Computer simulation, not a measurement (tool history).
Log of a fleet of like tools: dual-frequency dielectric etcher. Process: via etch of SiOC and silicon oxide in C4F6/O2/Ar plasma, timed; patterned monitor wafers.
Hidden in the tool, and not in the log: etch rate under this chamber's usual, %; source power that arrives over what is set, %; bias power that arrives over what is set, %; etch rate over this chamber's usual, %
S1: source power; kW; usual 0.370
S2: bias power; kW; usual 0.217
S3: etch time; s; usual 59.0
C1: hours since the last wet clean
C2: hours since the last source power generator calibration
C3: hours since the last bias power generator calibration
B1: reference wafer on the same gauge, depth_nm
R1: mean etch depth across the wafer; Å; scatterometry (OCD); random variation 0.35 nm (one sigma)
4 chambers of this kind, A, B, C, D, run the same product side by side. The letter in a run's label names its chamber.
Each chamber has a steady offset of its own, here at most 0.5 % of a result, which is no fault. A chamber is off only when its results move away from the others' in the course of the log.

| run | day | S1 | S2 | S3 | C1 | C2 | C3 | B1 | R1 |
|---|---|---|---|---|---|---|---|---|---|
| 1D | 0.400 | 0.370 | 0.217 | 59.0 | 425.7 | 1452.5 | 603.7 | 71.795 | 690.69 |
| 2A | 0.858 | 0.370 | 0.217 | 59.0 | 146.7 | 695.4 | 1003.4 | 71.690 | 693.79 |
|  | 1.104 | chamber D: wet clean of the chamber |
| 3B | 1.250 | 0.370 | 0.217 | 59.0 | 78.8 | 409.9 | 745.0 | 71.788 | 683.05 |
| 4C | 1.612 | 0.370 | 0.217 | 59.0 | 213.0 | 1077.2 | 4151.4 | 71.601 | 691.34 |
| 5C | 2.004 | 0.370 | 0.217 | 59.0 | 222.4 | 1086.6 | 4160.8 | 71.679 | 688.67 |
| 6A | 2.371 | 0.370 | 0.217 | 59.0 | 183.0 | 731.7 | 1039.7 | 71.722 | 692.20 |
| 7D | 2.608 | 0.340 | 0.217 | 70.5 | 36.1 | 1505.5 | 656.7 | 71.650 | 797.84 |
| 8B | 3.075 | 0.340 | 0.217 | 70.5 | 122.6 | 453.7 | 788.8 | 71.626 | 797.36 |
| 9A | 3.567 | 0.340 | 0.217 | 70.5 | 211.7 | 760.4 | 1068.4 | 71.722 | 794.89 |
| 10C | 3.979 | 0.340 | 0.217 | 70.5 | 269.8 | 1134.0 | 4208.2 | 71.764 | 798.08 |
| 11D | 4.342 | 0.440 | 0.217 | 59.0 | 77.7 | 1547.1 | 698.3 | 71.703 | 732.58 |
| 12B | 4.858 | 0.440 | 0.217 | 59.0 | 165.4 | 496.5 | 831.6 | 71.700 | 728.66 |
| 13C | 5.350 | 0.440 | 0.217 | 59.0 | 302.7 | 1166.9 | 4241.1 | 71.698 | 738.92 |
| 14A | 5.688 | 0.440 | 0.217 | 59.0 | 262.6 | 811.3 | 1119.3 | 71.646 | 731.79 |
| 15B | 5.938 | 0.370 | 0.217 | 52.0 | 191.3 | 522.4 | 857.5 | 71.799 | 604.42 |
| 16D | 6.242 | 0.370 | 0.217 | 52.0 | 123.3 | 1592.7 | 743.9 | 71.717 | 607.16 |
|  | 6.383 | chamber C: wet clean of the chamber |
| 17B | 6.679 | 0.370 | 0.217 | 52.0 | 209.1 | 540.2 | 875.3 | 71.740 | 607.09 |
| 18D | 7.175 | 0.370 | 0.217 | 52.0 | 145.7 | 1615.1 | 766.3 | 71.756 | 602.51 |
| 19A | 7.442 | 0.370 | 0.217 | 59.0 | 304.7 | 853.4 | 1161.4 | 71.640 | 682.42 |
| 20C | 7.800 | 0.370 | 0.217 | 59.0 | 34.1 | 1225.7 | 4299.9 | 71.650 | 691.60 |
| 21D | 8.300 | 0.370 | 0.217 | 59.0 | 172.7 | 1642.1 | 793.3 | 71.788 | 682.53 |
| 22A | 8.562 | 0.300 | 0.217 | 59.0 | 331.6 | 880.3 | 1188.3 | 71.679 | 623.65 |
| 23C | 8.867 | 0.300 | 0.217 | 59.0 | 59.7 | 1251.3 | 4325.5 | 71.713 | 639.25 |
| 24B | 9.217 | 0.300 | 0.217 | 59.0 | 270.0 | 601.1 | 936.2 | 71.667 | 631.79 |
| 25A | 9.617 | 0.300 | 0.217 | 59.0 | 356.9 | 905.6 | 1213.6 | 71.681 | 623.31 |
| 26B | 9.938 | 0.370 | 0.217 | 59.0 | 287.3 | 618.4 | 953.5 | 71.681 | 688.82 |
| 27C | 10.288 | 0.370 | 0.217 | 59.0 | 93.8 | 1285.4 | 4359.6 | 71.686 | 687.67 |
| 28D | 10.721 | 0.370 | 0.217 | 59.0 | 230.8 | 1700.2 | 851.4 | 71.665 | 685.06 |
| 29B | 11.004 | 0.400 | 0.243 | 59.0 | 312.9 | 644.0 | 979.1 | 71.678 | 737.30 |
| 30A | 11.262 | 0.400 | 0.243 | 59.0 | 396.4 | 945.1 | 1253.1 | 71.641 | 719.94 |
| 31C | 11.804 | 0.400 | 0.243 | 59.0 | 130.2 | 1321.8 | 4396.0 | 71.683 | 732.16 |
|  | 11.892 | chamber C: bias power generator calibrated |
| 32D | 12.229 | 0.400 | 0.243 | 59.0 | 267.0 | 1736.4 | 887.6 | 71.701 | 735.33 |
| 33D | 12.646 | 0.340 | 0.217 | 59.0 | 277.0 | 1746.4 | 897.6 | 71.725 | 664.34 |
| 34C | 13.088 | 0.340 | 0.217 | 59.0 | 161.0 | 1352.6 | 28.8 | 71.656 | 665.80 |

Is one chamber off against the others, does the gauge drift, or is nothing wrong? If a chamber is off, say which, and what the likeliest cause is.

Chamber A drifts away from the others.
Cause: etch rate under this chamber's usual, % = 3.36.

Here are 4 candidates for chamber A's next run, each the usual settings with a change, their results left as question marks. Which one brings its results back in line with what the others give on the usual settings?
In line means no further than this from the other chambers' mean on the usual settings: R1 12.00 Å
| 35A-1 | 13.483 | 0.370 | 0.218 | 60.5 |  |  |  |  | ? |
| 35A-2 | 13.483 | 0.370 | 0.216 | 57.5 |  |  |  |  | ? |
| 35A-3 | 13.483 | 0.370 | 0.214 | 55.5 |  |  |  |  | ? |
| 35A-4 | 13.483 | 0.400 | 0.235 | 59.0 |  |  |  |  | ? |

The other chambers' mean on the usual settings: R1 688.22 Å
| run | R1 |
|---|---|
| 35A-1 | 685.30 |
| 35A-2 | 649.33 |
| 35A-3 | 624.81 |
| 35A-4 | 706.32 |
35A-1 brings the chamber back in line.
